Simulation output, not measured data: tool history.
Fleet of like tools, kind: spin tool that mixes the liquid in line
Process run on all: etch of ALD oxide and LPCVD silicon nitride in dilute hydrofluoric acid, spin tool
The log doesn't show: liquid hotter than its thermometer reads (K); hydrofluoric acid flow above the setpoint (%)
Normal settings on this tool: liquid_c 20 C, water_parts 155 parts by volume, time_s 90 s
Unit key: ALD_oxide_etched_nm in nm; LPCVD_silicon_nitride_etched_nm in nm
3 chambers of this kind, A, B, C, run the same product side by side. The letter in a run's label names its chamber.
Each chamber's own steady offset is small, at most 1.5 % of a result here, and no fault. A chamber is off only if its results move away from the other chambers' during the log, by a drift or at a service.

run	day	liquid_c	water_parts	time_s	hours since the thermometer was replaced	hours since the hydrofluoric acid flow meter was replaced	read-back film thickness of the ALD oxide reference wafer, read on the same gauge (nm)	read-back film thickness of the LPCVD silicon nitride reference wafer, read on the same gauge (nm)	ALD_oxide_etched_nm	LPCVD_silicon_nitride_etched_nm
1C	0.458	20	155	90	327.2	1739.6	70.007	149.98	14.380	0.21844
# day 0.575: chamber A: hydrofluoric acid flow meter replaced
2A	0.942	20	155	90	788.9	8.8	70.014	150.00	14.350	0.21348
3B	1.421	20	155	90	1244.5	167.2	70.022	149.99	14.629	0.19525
4C	1.871	20	155	90	361.1	1773.5	70.011	150.02	14.454	0.27338
5A	2.358	20	155	90	822.9	42.8	70.003	150.01	14.444	0.27066
6B	2.854	20	155	90	1278.9	201.6	69.982	150.00	14.658	0.28786
7A	3.158	23	85	90	842.1	62.0	69.998	149.99	32.257	0.41292
8C	3.446	23	85	90	398.9	1811.3	70.002	150.01	32.193	0.45560
9B	3.800	23	85	90	1301.6	224.3	70.030	150.00	32.777	0.54426
10C	4.188	20	155	90	416.7	1829.1	70.022	149.99	14.541	0.25670
11B	4.529	20	155	90	1319.1	241.8	69.993	150.00	14.742	0.27981
12A	4.883	20	155	90	883.5	103.4	70.024	149.99	14.452	0.24234
13C	5.125	20	155	90	439.2	1851.6	70.023	150.01	14.406	0.21363
14B	5.412	20	155	90	1340.3	263.0	69.987	150.01	14.614	0.20809
15A	5.738	20	155	90	904.0	123.9	69.991	150.01	14.527	0.16861
16C	6.179	20	155	90	464.5	1876.9	70.002	150.02	14.396	0.27875
17B	6.571	20	155	90	1368.1	290.8	69.961	150.00	14.656	0.21707
18A	6.867	20	155	90	931.1	151.0	69.991	150.00	14.500	0.18894
19C	7.262	20	155	90	490.5	1902.9	70.025	150.00	14.463	0.27003
20B	7.767	20	155	90	1396.8	319.5	70.007	150.00	14.721	0.25932
# day 7.862: chamber B: thermometer replaced
21A	8.238	20	155	90	964.0	183.9	70.021	150.00	14.383	0.23481
22B	8.708	20	155	90	20.4	342.1	70.000	150.00	14.687	0.24721
23A	9.146	20	155	90	985.8	205.7	70.018	150.01	14.422	0.19766

Decide between three cases: one chamber stands off from its peers, the gauge reading all wafers drifts, or nothing is wrong past each chamber's small offset. Where a chamber is off, say which and what most likely put it there.

No chamber stands off beyond its own small offset, and the gauge holds steady.
